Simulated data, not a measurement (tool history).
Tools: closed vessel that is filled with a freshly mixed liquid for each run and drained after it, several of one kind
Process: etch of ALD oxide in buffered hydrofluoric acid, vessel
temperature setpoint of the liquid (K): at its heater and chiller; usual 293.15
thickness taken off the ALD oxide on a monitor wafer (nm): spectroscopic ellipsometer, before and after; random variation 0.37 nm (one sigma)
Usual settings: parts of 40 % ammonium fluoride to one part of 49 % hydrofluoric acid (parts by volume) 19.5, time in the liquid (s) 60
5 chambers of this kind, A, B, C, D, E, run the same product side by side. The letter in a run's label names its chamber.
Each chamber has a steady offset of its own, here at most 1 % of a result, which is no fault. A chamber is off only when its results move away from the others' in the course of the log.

run,day,temperature setpoint of the liquid (K),parts of 40 % ammonium fluoride to one part of 49 % hydrofluoric acid (parts by volume),time in the liquid (s),"read-back film thickness of the ALD oxide reference wafer, read on the same gauge (nm)",thickness taken off the ALD oxide on a monitor wafer (nm)
1A,0.321,293.15,19.5,60,80.009,37.796
2D,0.588,293.15,19.5,60,80.024,38.208
3C,0.862,293.15,19.5,60,80.001,38.178
4E,1.142,293.15,19.5,60,80.014,38.563
5B,1.604,294.65,19.5,80,79.991,55.653
6A,1.958,294.65,19.5,80,80.017,56.496
7E,2.350,294.65,19.5,80,79.989,55.447
8B,2.642,294.65,19.5,80,80.024,55.999
9D,2.896,294.65,19.5,80,80.015,55.907
10C,3.338,293.15,19.5,60,80.000,38.243
11C,3.617,293.15,19.5,60,79.996,38.745
12B,3.892,293.15,19.5,60,79.997,38.313
13E,4.329,293.15,19.5,60,79.997,38.376
14D,4.671,293.15,19.5,60,80.001,37.835
15A,5.000,293.15,19.5,60,79.980,39.614
16B,5.233,293.15,19.5,60,80.003,39.058
17E,5.683,293.15,19.5,60,79.992,38.830
18C,6.071,293.15,19.5,60,79.996,37.618
19D,6.458,293.15,19.5,60,80.014,38.361
20A,6.821,293.15,19.5,60,79.993,40.092
21E,7.308,293.15,19.5,60,79.991,38.836
22D,7.788,293.15,19.5,60,79.999,39.132
23A,8.029,295.65,19.5,60,79.995,46.799
24C,8.404,295.65,19.5,60,79.993,43.468
25B,8.867,295.65,19.5,60,79.995,44.897
26A,9.133,295.65,19.5,60,79.987,48.146
27C,9.425,295.65,19.5,60,80.009,44.086
28B,9.762,293.15,19.5,60,80.001,38.428
29E,10.212,293.15,19.5,60,79.992,38.320
30D,10.558,293.15,19.5,60,79.996,37.711
31A,10.796,293.15,19.5,60,80.009,41.403
32E,11.212,293.15,19.5,60,80.020,38.828
33D,11.508,293.15,19.5,60,80.008,38.300

What goes on in this fleet: one chamber off, a drifting gauge, or nothing beyond the chambers' own small offsets? Name the chamber and the cause, if any.

Chamber A drifts away from the others.
Cause: liquid hotter than its thermometer reads (K) = 1.74.
The log may not tell that from: hydrofluoric acid flow above the setpoint (%).

Here are 4 candidates for chamber A's next run, each the usual settings with a change, their results left as question marks. Which one brings its results back in line with what the others give on the usual settings?
In line means no further than this from the other chambers' mean on the usual settings: thickness taken off the ALD oxide on a monitor wafer (nm) 1.300
34A-1,11.858,293.65,18.5,65,,?
34A-2,11.858,291.15,19.5,60,,?
34A-3,11.858,292.65,20.5,55,,?
34A-4,11.858,293.15,19.0,65,,?

The other chambers' mean on the usual settings: thickness taken off the ALD oxide on a monitor wafer (nm) 38.409
run,thickness taken off the ALD oxide on a monitor wafer (nm)
34A-1,49.482
34A-2,37.730
34A-3,36.042
34A-4,46.874
34A-2 brings the chamber back in line.
